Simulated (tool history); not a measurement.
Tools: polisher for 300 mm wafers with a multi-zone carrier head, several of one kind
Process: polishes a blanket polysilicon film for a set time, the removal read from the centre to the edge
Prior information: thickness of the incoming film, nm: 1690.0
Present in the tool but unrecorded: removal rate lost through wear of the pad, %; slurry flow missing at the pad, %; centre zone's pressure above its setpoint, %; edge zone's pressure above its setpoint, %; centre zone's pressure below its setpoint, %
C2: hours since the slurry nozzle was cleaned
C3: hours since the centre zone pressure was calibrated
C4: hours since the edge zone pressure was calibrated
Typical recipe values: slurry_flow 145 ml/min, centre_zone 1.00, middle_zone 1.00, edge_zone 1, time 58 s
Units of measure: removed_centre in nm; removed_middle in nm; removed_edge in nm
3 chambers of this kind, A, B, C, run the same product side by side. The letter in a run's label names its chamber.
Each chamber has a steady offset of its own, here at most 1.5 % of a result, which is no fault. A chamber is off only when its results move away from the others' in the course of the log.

run 1A day=0.408 | slurry_flow=145 centre_zone=1.00 middle_zone=1.00 edge_zone=1 time=58 | wafers_polished_on_this_pad=472 C2=63.2 C3=598.5 C4=303.0 | removed_centre=476.99 removed_middle=484.94 removed_edge=483.29
run 2B day=0.854 | slurry_flow=145 centre_zone=1.00 middle_zone=1.00 edge_zone=1 time=58 | wafers_polished_on_this_pad=997 C2=387.3 C3=985.5 C4=737.7 | removed_centre=480.71 removed_middle=487.39 removed_edge=476.70
-- day=1.104 chamber B: worn pad replaced by a new one
run 3C day=1.412 | slurry_flow=145 centre_zone=1.00 middle_zone=1.00 edge_zone=1 time=58 | wafers_polished_on_this_pad=659 C2=71.9 C3=332.6 C4=316.8 | removed_centre=478.76 removed_middle=477.22 removed_edge=475.13
run 4B day=1.688 | slurry_flow=145 centre_zone=1.00 middle_zone=1.00 edge_zone=1 time=58 | wafers_polished_on_this_pad=147 C2=407.3 C3=1005.5 C4=757.7 | removed_centre=491.30 removed_middle=489.29 removed_edge=476.35
run 5A day=2.242 | slurry_flow=145 centre_zone=1.00 middle_zone=1.00 edge_zone=1 time=58 | wafers_polished_on_this_pad=933 C2=107.2 C3=642.5 C4=347.0 | removed_centre=488.78 removed_middle=476.85 removed_edge=491.90
-- day=2.442 chamber C: worn pad replaced by a new one
-- day=2.462 chamber A: worn pad replaced by a new one
run 6C day=2.546 | slurry_flow=145 centre_zone=1.00 middle_zone=1.00 edge_zone=1 time=58 | wafers_polished_on_this_pad=26 C2=99.1 C3=359.8 C4=344.0 | removed_centre=483.30 removed_middle=477.79 removed_edge=492.64
run 7B day=3.038 | slurry_flow=145 centre_zone=1.00 middle_zone=1.00 edge_zone=1 time=58 | wafers_polished_on_this_pad=486 C2=439.7 C3=1037.9 C4=790.1 | removed_centre=479.31 removed_middle=494.81 removed_edge=485.50
run 8C day=3.404 | slurry_flow=145 centre_zone=1.00 middle_zone=1.00 edge_zone=1 time=58 | wafers_polished_on_this_pad=242 C2=119.7 C3=380.4 C4=364.6 | removed_centre=485.66 removed_middle=492.41 removed_edge=486.06
-- day=3.579 chamber C: edge zone pressure recalibrated
run 9A day=3.683 | slurry_flow=145 centre_zone=1.00 middle_zone=1.00 edge_zone=1 time=58 | wafers_polished_on_this_pad=307 C2=141.8 C3=677.1 C4=381.6 | removed_centre=486.14 removed_middle=483.47 removed_edge=477.49
-- day=3.746 chamber B: slurry nozzle cleaned
run 10A day=3.962 | slurry_flow=145 centre_zone=0.91 middle_zone=1.07 edge_zone=1 time=58 | wafers_polished_on_this_pad=377 C2=148.5 C3=683.8 C4=388.3 | removed_centre=438.95 removed_middle=515.31 removed_edge=472.43
run 11C day=4.242 | slurry_flow=145 centre_zone=0.91 middle_zone=1.07 edge_zone=1 time=58 | wafers_polished_on_this_pad=452 C2=139.8 C3=400.5 C4=15.9 | removed_centre=433.86 removed_middle=516.40 removed_edge=477.94
run 12B day=4.800 | slurry_flow=145 centre_zone=0.91 middle_zone=1.07 edge_zone=1 time=58 | wafers_polished_on_this_pad=929 C2=25.3 C3=1080.2 C4=832.4 | removed_centre=434.68 removed_middle=515.80 removed_edge=467.61
run 13B day=5.154 | slurry_flow=145 centre_zone=1.00 middle_zone=1.00 edge_zone=1 time=66 | wafers_polished_on_this_pad=1018 C2=33.8 C3=1088.7 C4=840.9 | removed_centre=542.69 removed_middle=553.63 removed_edge=542.82
-- day=5.379 chamber B: worn pad replaced by a new one
run 14A day=5.621 | slurry_flow=145 centre_zone=1.00 middle_zone=1.00 edge_zone=1 time=66 | wafers_polished_on_this_pad=794 C2=188.3 C3=723.6 C4=428.1 | removed_centre=548.18 removed_middle=560.46 removed_edge=546.63
-- day=5.717 chamber A: centre zone pressure recalibrated
-- day=6.004 chamber C: worn pad replaced by a new one
-- day=6.167 chamber A: worn pad replaced by a new one
run 15C day=6.179 | slurry_flow=145 centre_zone=1.00 middle_zone=1.00 edge_zone=1 time=66 | wafers_polished_on_this_pad=43 C2=186.3 C3=447.0 C4=62.4 | removed_centre=552.47 removed_middle=552.52 removed_edge=552.72
run 16B day=6.717 | slurry_flow=145 centre_zone=1.00 middle_zone=1.00 edge_zone=1 time=58 | wafers_polished_on_this_pad=336 C2=71.3 C3=1126.2 C4=878.4 | removed_centre=482.29 removed_middle=483.07 removed_edge=477.41
run 17C day=7.304 | slurry_flow=100 centre_zone=1.00 middle_zone=1.08 edge_zone=1 time=58 | wafers_polished_on_this_pad=326 C2=213.3 C3=474.0 C4=89.4 | removed_centre=433.97 removed_middle=476.77 removed_edge=456.52
run 18A day=7.646 | slurry_flow=100 centre_zone=1.00 middle_zone=1.08 edge_zone=1 time=58 | wafers_polished_on_this_pad=372 C2=236.9 C3=46.3 C4=476.7 | removed_centre=434.39 removed_middle=481.09 removed_edge=460.12
run 19A day=7.992 | slurry_flow=100 centre_zone=1.00 middle_zone=1.08 edge_zone=1 time=58 | wafers_polished_on_this_pad=459 C2=245.2 C3=54.6 C4=485.0 | removed_centre=440.43 removed_middle=467.33 removed_edge=451.37
run 20C day=8.600 | slurry_flow=145 centre_zone=0.91 middle_zone=1.00 edge_zone=1 time=58 | wafers_polished_on_this_pad=652 C2=244.4 C3=505.1 C4=120.5 | removed_centre=435.43 removed_middle=476.46 removed_edge=485.81
run 21B day=8.979 | slurry_flow=145 centre_zone=0.91 middle_zone=1.00 edge_zone=1 time=58 | wafers_polished_on_this_pad=905 C2=125.6 C3=1180.5 C4=932.7 | removed_centre=424.40 removed_middle=492.96 removed_edge=482.45
run 22A day=9.492 | slurry_flow=145 centre_zone=0.91 middle_zone=1.00 edge_zone=1 time=58 | wafers_polished_on_this_pad=836 C2=281.2 C3=90.6 C4=521.0 | removed_centre=438.57 removed_middle=479.35 removed_edge=487.60
-- day=9.796 chamber A: worn pad replaced by a new one
run 23C day=9.975 | slurry_flow=145 centre_zone=1.00 middle_zone=1.00 edge_zone=1 time=58 | wafers_polished_on_this_pad=998 C2=277.4 C3=538.1 C4=153.5 | removed_centre=475.92 removed_middle=490.88 removed_edge=477.59
-- day=10.033 chamber C: worn pad replaced by a new one
-- day=10.100 chamber B: centre zone pressure recalibrated
run 24B day=10.429 | slurry_flow=145 centre_zone=1.00 middle_zone=1.00 edge_zone=1 time=58 | wafers_polished_on_this_pad=1269 C2=160.4 C3=7.9 C4=967.5 | removed_centre=449.93 removed_middle=489.74 removed_edge=471.93
-- day=10.725 chamber B: worn pad replaced by a new one
run 25A day=10.808 | slurry_flow=145 centre_zone=1.00 middle_zone=1.00 edge_zone=1 time=58 | wafers_polished_on_this_pad=255 C2=312.8 C3=122.2 C4=552.6 | removed_centre=483.44 removed_middle=488.34 removed_edge=484.09
run 26B day=11.079 | slurry_flow=145 centre_zone=1.00 middle_zone=1.00 edge_zone=1 time=58 | wafers_polished_on_this_pad=89 C2=176.0 C3=23.5 C4=983.1 | removed_centre=451.54 removed_middle=487.56 removed_edge=483.77
run 27C day=11.508 | slurry_flow=145 centre_zone=1.00 middle_zone=1.00 edge_zone=1 time=58 | wafers_polished_on_this_pad=371 C2=314.2 C3=574.9 C4=190.3 | removed_centre=484.91 removed_middle=481.95 removed_edge=478.18
run 28A day=11.938 | slurry_flow=145 centre_zone=1.00 middle_zone=1.00 edge_zone=1 time=58 | wafers_polished_on_this_pad=539 C2=339.9 C3=149.3 C4=579.7 | removed_centre=478.62 removed_middle=476.96 removed_edge=472.99
run 29C day=12.279 | slurry_flow=145 centre_zone=1.00 middle_zone=1.00 edge_zone=1 time=58 | wafers_polished_on_this_pad=564 C2=332.7 C3=593.4 C4=208.8 | removed_centre=478.39 removed_middle=485.68 removed_edge=491.45
run 30B day=12.838 | slurry_flow=145 centre_zone=1.00 middle_zone=1.00 edge_zone=1 time=58 | wafers_polished_on_this_pad=531 C2=218.2 C3=65.7 C4=1025.3 | removed_centre=450.01 removed_middle=485.33 removed_edge=476.35
run 31C day=13.333 | slurry_flow=145 centre_zone=1.00 middle_zone=1.00 edge_zone=1 time=58 | wafers_polished_on_this_pad=829 C2=358.0 C3=618.7 C4=234.1 | removed_centre=485.25 removed_middle=478.42 removed_edge=487.83
-- day=13.692 chamber C: worn pad replaced by a new one
-- day=13.842 chamber A: worn pad replaced by a new one
run 32A day=13.950 | slurry_flow=145 centre_zone=1.00 middle_zone=1.00 edge_zone=1 time=58 | wafers_polished_on_this_pad=28 C2=388.2 C3=197.6 C4=628.0 | removed_centre=484.82 removed_middle=481.78 removed_edge=473.43
run 33B day=14.250 | slurry_flow=145 centre_zone=1.00 middle_zone=1.00 edge_zone=1 time=58 | wafers_polished_on_this_pad=886 C2=252.1 C3=99.6 C4=1059.2 | removed_centre=441.32 removed_middle=489.39 removed_edge=476.15
run 34C day=14.833 | slurry_flow=145 centre_zone=1.09 middle_zone=1.10 edge_zone=1 time=58 | wafers_polished_on_this_pad=287 C2=394.0 C3=654.7 C4=270.1 | removed_centre=517.15 removed_middle=536.54 removed_edge=482.79
run 35A day=15.125 | slurry_flow=145 centre_zone=1.09 middle_zone=1.10 edge_zone=1 time=58 | wafers_polished_on_this_pad=323 C2=416.4 C3=225.8 C4=656.2 | removed_centre=537.52 removed_middle=523.79 removed_edge=481.73
run 36B day=15.604 | slurry_flow=145 centre_zone=1.09 middle_zone=1.10 edge_zone=1 time=58 | wafers_polished_on_this_pad=1226 C2=284.6 C3=132.1 C4=1091.7 | removed_centre=496.61 removed_middle=521.83 removed_edge=479.99
-- day=15.704 chamber B: worn pad replaced by a new one
run 37C day=16.229 | slurry_flow=145 centre_zone=1.00 middle_zone=1.00 edge_zone=1 time=58 | wafers_polished_on_this_pad=638 C2=427.5 C3=688.2 C4=303.6 | removed_centre=479.98 removed_middle=481.67 removed_edge=480.00
run 38A day=16.638 | slurry_flow=145 centre_zone=1.00 middle_zone=1.00 edge_zone=1 time=58 | wafers_polished_on_this_pad=703 C2=452.7 C3=262.1 C4=692.5 | removed_centre=484.50 removed_middle=480.99 removed_edge=473.07
run 39B day=17.146 | slurry_flow=145 centre_zone=1.00 middle_zone=1.00 edge_zone=1 time=58 | wafers_polished_on_this_pad=363 C2=321.6 C3=169.1 C4=1128.7 | removed_centre=451.89 removed_middle=500.36 removed_edge=476.89
-- day=17.479 chamber C: edge zone pressure recalibrated
-- day=17.658 chamber A: worn pad replaced by a new one
-- day=17.675 chamber C: worn pad replaced by a new one
run 40A day=17.771 | slurry_flow=145 centre_zone=1.00 middle_zone=1.00 edge_zone=1 time=58 | wafers_polished_on_this_pad=28 C2=479.9 C3=289.3 C4=719.7 | removed_centre=485.41 removed_middle=479.18 removed_edge=491.27
run 41B day=18.396 | slurry_flow=145 centre_zone=1.00 middle_zone=1.00 edge_zone=1 time=58 | wafers_polished_on_this_pad=677 C2=351.6 C3=199.1 C4=1158.7 | removed_centre=452.31 removed_middle=481.16 removed_edge=475.39
run 42C day=18.917 | slurry_flow=145 centre_zone=1.00 middle_zone=1.00 edge_zone=1 time=58 | wafers_polished_on_this_pad=312 C2=492.0 C3=752.7 C4=34.6 | removed_centre=471.95 removed_middle=485.20 removed_edge=496.79
run 43A day=19.208 | slurry_flow=145 centre_zone=1.00 middle_zone=1.00 edge_zone=1 time=58 | wafers_polished_on_this_pad=389 C2=514.4 C3=323.8 C4=754.2 | removed_centre=494.08 removed_middle=486.42 removed_edge=486.23

Is one chamber off against the others, does the gauge drift, or is nothing wrong? If a chamber is off, say which, and what the likeliest cause is.

The work done on chamber B during a service left it standing apart from the others.
Likeliest cause: centre zone's pressure below its setpoint, % = 6.28.

Chamber B could run next with any of the 4 candidate recipes listed below; each alters the usual settings, and their results appear as question marks. Which one brings its results back in line with what the other chambers deliver on the usual settings?
A result is in line if it is within this distance of the other chambers' mean on the usual settings: removed_centre 16.00 nm; removed_middle 18.00 nm; removed_edge 22.00 nm
run 44B-1 day=19.662 | slurry_flow=150 centre_zone=1.05 middle_zone=0.97 edge_zone=0.99 time=59 | removed_centre=? removed_middle=? removed_edge=?
run 44B-2 day=19.662 | slurry_flow=145 centre_zone=0.99 middle_zone=1.00 edge_zone=1.00 time=58 | removed_centre=? removed_middle=? removed_edge=?
run 44B-3 day=19.662 | slurry_flow=145 centre_zone=1.01 middle_zone=1.00 edge_zone=1.00 time=58 | removed_centre=? removed_middle=? removed_edge=?
run 44B-4 day=19.662 | slurry_flow=140 centre_zone=0.95 middle_zone=1.03 edge_zone=1.01 time=57 | removed_centre=? removed_middle=? removed_edge=?

The mean the other chambers reach with the usual settings: removed_centre 484.06 nm; removed_middle 483.11 nm; removed_edge 484.19 nm
run=44B-1 removed_centre=483.94 removed_middle=482.91 removed_edge=485.76
run=44B-2 removed_centre=442.67 removed_middle=485.35 removed_edge=477.61
run=44B-3 removed_centre=452.57 removed_middle=485.29 removed_edge=477.61
run=44B-4 removed_centre=412.42 removed_middle=487.00 removed_edge=469.30
The right change is 44B-1: it brings the chamber back within the allowed miss of the others.
